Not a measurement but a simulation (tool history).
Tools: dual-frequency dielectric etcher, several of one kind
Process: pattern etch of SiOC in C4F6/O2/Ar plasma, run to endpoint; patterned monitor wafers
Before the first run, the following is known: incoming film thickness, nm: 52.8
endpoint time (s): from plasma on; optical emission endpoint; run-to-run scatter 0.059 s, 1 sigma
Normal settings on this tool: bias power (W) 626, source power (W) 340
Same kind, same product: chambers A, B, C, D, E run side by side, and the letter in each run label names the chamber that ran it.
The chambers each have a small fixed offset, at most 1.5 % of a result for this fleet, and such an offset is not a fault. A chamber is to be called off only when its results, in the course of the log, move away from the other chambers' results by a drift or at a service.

run,hour,bias power (W),source power (W),hours since the last wet clean,hours since the last bias power generator calibration,hours since the last source power generator calibration,endpoint time (s)
1E,9.2,626,340,217.2,3286.1,1869.3,17.433
2B,16.3,626,340,242.1,719.9,50.0,17.304
3A,24.4,626,340,79.7,119.1,449.8,17.041
4C,36.7,626,340,364.0,2103.8,3145.1,17.140
5D,45.6,626,340,294.7,5015.1,1691.6,17.450
6D,54.2,626,340,303.3,5023.7,1700.2,17.240
7E,59.5,626,340,267.5,3336.4,1919.6,17.291
8B,71.1,626,340,296.9,774.7,104.8,17.253
9C,78.6,626,340,405.9,2145.7,3187.0,17.217
# hour 81.6: chamber D: wet clean of the chamber
10A,89.1,626,340,144.4,183.8,514.5,16.992
11C,98.3,626,340,425.6,2165.4,3206.7,17.233
# hour 100.4: chamber D: bias power generator calibrated
12A,103.7,626,340,159.0,198.4,529.1,17.105
13D,109.5,697,300,27.9,9.1,1755.5,17.297
14B,118.6,697,300,344.4,822.2,152.3,17.398
15E,126.0,697,300,334.0,3402.9,1986.1,17.468
16A,133.8,697,300,189.1,228.5,559.2,16.984
17D,139.4,697,300,57.8,39.0,1785.4,17.383
18E,150.1,626,340,358.1,3427.0,2010.2,17.380
# hour 158.7: chamber E: wet clean of the chamber
19B,160.9,754,380,386.7,864.5,194.6,15.454
20C,171.5,754,380,498.8,2238.6,3279.9,15.326
21A,181.9,754,380,237.2,276.6,607.3,15.230
22B,191.6,754,380,417.4,895.2,225.3,15.457
23D,199.2,754,380,117.6,98.8,1845.2,15.465
24C,204.9,626,340,532.2,2272.0,3313.3,17.271
25E,212.1,725,310,53.4,3489.0,2072.2,16.935
26D,223.9,725,310,142.3,123.5,1869.9,16.963
27E,235.4,725,310,76.7,3512.3,2095.5,16.989
28C,244.5,725,310,571.8,2311.6,3352.9,16.822
29B,256.3,725,310,482.1,959.9,290.0,16.852
30A,262.6,626,340,317.9,357.3,688.0,17.032
# hour 263.7: chamber C: source power generator calibrated
31D,271.5,626,340,189.9,171.1,1917.5,17.359
# hour 279.3: chamber A: wet clean of the chamber
32E,279.9,626,340,121.2,3556.8,2140.0,17.411
33B,290.2,740,400,516.0,993.8,323.9,15.262
# hour 298.5: chamber C: wet clean of the chamber
34A,300.2,740,400,20.9,394.9,725.6,15.009
35C,306.2,740,400,7.8,2373.3,42.5,15.193
36C,318.0,740,400,19.6,2385.1,54.3,15.216
37B,329.0,740,400,554.8,1032.6,362.7,15.295
38D,337.2,626,340,255.6,236.8,1983.2,17.318
39E,344.6,626,340,185.9,3621.5,2204.7,17.440
40A,350.3,514,260,71.0,445.0,775.7,20.386
41D,359.5,514,260,277.9,259.1,2005.5,20.473

Decide between three cases: one chamber stands off from its peers, the gauge reading all wafers drifts, or nothing is wrong past each chamber's small offset. Where a chamber is off, say which and what most likely put it there.

No chamber stands off beyond its own small offset, and the gauge holds steady.
